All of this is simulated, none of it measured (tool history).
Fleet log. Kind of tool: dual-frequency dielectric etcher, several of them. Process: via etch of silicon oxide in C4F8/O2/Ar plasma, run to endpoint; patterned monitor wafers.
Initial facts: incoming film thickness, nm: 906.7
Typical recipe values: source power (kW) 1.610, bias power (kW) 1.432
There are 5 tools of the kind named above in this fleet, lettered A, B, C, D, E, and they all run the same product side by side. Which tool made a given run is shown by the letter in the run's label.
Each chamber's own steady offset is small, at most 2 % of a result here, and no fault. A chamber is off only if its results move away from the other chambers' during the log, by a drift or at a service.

Run 1E, hour 10.6: usual settings. Result: endpoint time (s) 214.39.
At hour 15.3: chamber B: wet clean of the chamber.
Run 2B, hour 18.5: usual settings. Result: endpoint time (s) 213.71.
Run 3A, hour 25.3: usual settings. Result: endpoint time (s) 216.24.
Run 4C, hour 36.9: usual settings. Result: endpoint time (s) 215.21.
Run 5D, hour 43.0: usual settings. Result: endpoint time (s) 212.17.
Run 6A, hour 53.6: usual settings. Result: endpoint time (s) 217.03.
Run 7C, hour 64.2: usual settings. Result: endpoint time (s) 214.04.
Run 8D, hour 70.2: usual settings. Result: endpoint time (s) 212.25.
Run 9E, hour 80.6: usual settings but source power (kW) 2.000, bias power (kW) 1.601. Result: endpoint time (s) 191.87.
Run 10B, hour 86.7: usual settings but source power (kW) 2.000, bias power (kW) 1.601. Result: endpoint time (s) 189.09.
Run 11A, hour 95.8: usual settings but source power (kW) 2.000, bias power (kW) 1.601. Result: endpoint time (s) 192.22.
Run 12B, hour 107.9: usual settings but source power (kW) 2.000, bias power (kW) 1.601. Result: endpoint time (s) 188.73.
At hour 110.5: chamber A: wet clean of the chamber.
Run 13E, hour 117.4: usual settings but source power (kW) 2.000, bias power (kW) 1.601. Result: endpoint time (s) 191.29.
Run 14C, hour 125.4: usual settings but source power (kW) 1.260. Result: endpoint time (s) 236.60.
At hour 127.9: chamber D: wet clean of the chamber.
Run 15D, hour 135.9: usual settings but source power (kW) 1.260. Result: endpoint time (s) 235.06.
Run 16C, hour 145.1: usual settings but source power (kW) 1.260. Result: endpoint time (s) 238.46.
Run 17B, hour 155.1: usual settings but source power (kW) 1.260. Result: endpoint time (s) 234.33.
Run 18D, hour 163.7: usual settings but source power (kW) 1.260. Result: endpoint time (s) 233.76.
Run 19A, hour 170.9: usual settings. Result: endpoint time (s) 216.68.
Run 20E, hour 183.1: usual settings but bias power (kW) 1.572. Result: endpoint time (s) 211.41.
Run 21C, hour 189.4: usual settings but bias power (kW) 1.572. Result: endpoint time (s) 210.17.
Run 22E, hour 197.3: usual settings but bias power (kW) 1.572. Result: endpoint time (s) 213.49.
Run 23B, hour 204.4: usual settings but bias power (kW) 1.572. Result: endpoint time (s) 206.04.
Run 24D, hour 214.0: usual settings but bias power (kW) 1.572. Result: endpoint time (s) 206.98.
Run 25A, hour 225.5: usual settings. Result: endpoint time (s) 216.55.
Run 26C, hour 236.5: usual settings. Result: endpoint time (s) 214.98.
Run 27B, hour 247.7: usual settings. Result: endpoint time (s) 212.08.
Run 28D, hour 259.5: usual settings. Result: endpoint time (s) 211.69.
Run 29A, hour 270.7: usual settings. Result: endpoint time (s) 216.11.
Run 30E, hour 278.1: usual settings. Result: endpoint time (s) 222.62.
At hour 280.3: chamber C: wet clean of the chamber.
Run 31C, hour 288.0: usual settings. Result: endpoint time (s) 215.85.
Run 32D, hour 296.5: usual settings. Result: endpoint time (s) 211.41.
Run 33B, hour 305.3: usual settings. Result: endpoint time (s) 212.50.
Run 34E, hour 317.7: usual settings. Result: endpoint time (s) 223.12.
Run 35A, hour 325.3: usual settings. Result: endpoint time (s) 217.23.
Run 36A, hour 335.3: usual settings. Result: endpoint time (s) 217.26.
Run 37D, hour 348.1: usual settings. Result: endpoint time (s) 211.97.
Run 38B, hour 360.2: usual settings. Result: endpoint time (s) 213.04.

Predict what each chamber gives when all 5 of them run the settings below next.
Run 39A, hour 369.7: usual settings but bias power (kW) 1.223. Result: endpoint time (s) ?.
Run 39B, hour 369.7: usual settings but bias power (kW) 1.223. Result: endpoint time (s) ?.
Run 39C, hour 369.7: usual settings but bias power (kW) 1.223. Result: endpoint time (s) ?.
Run 39D, hour 369.7: usual settings but bias power (kW) 1.223. Result: endpoint time (s) ?.
Run 39E, hour 369.7: usual settings but bias power (kW) 1.223. Result: endpoint time (s) ?.

run  endpoint time (s)
39A             224.35
39B             223.18
39C             224.46
39D             220.16
39E             235.81
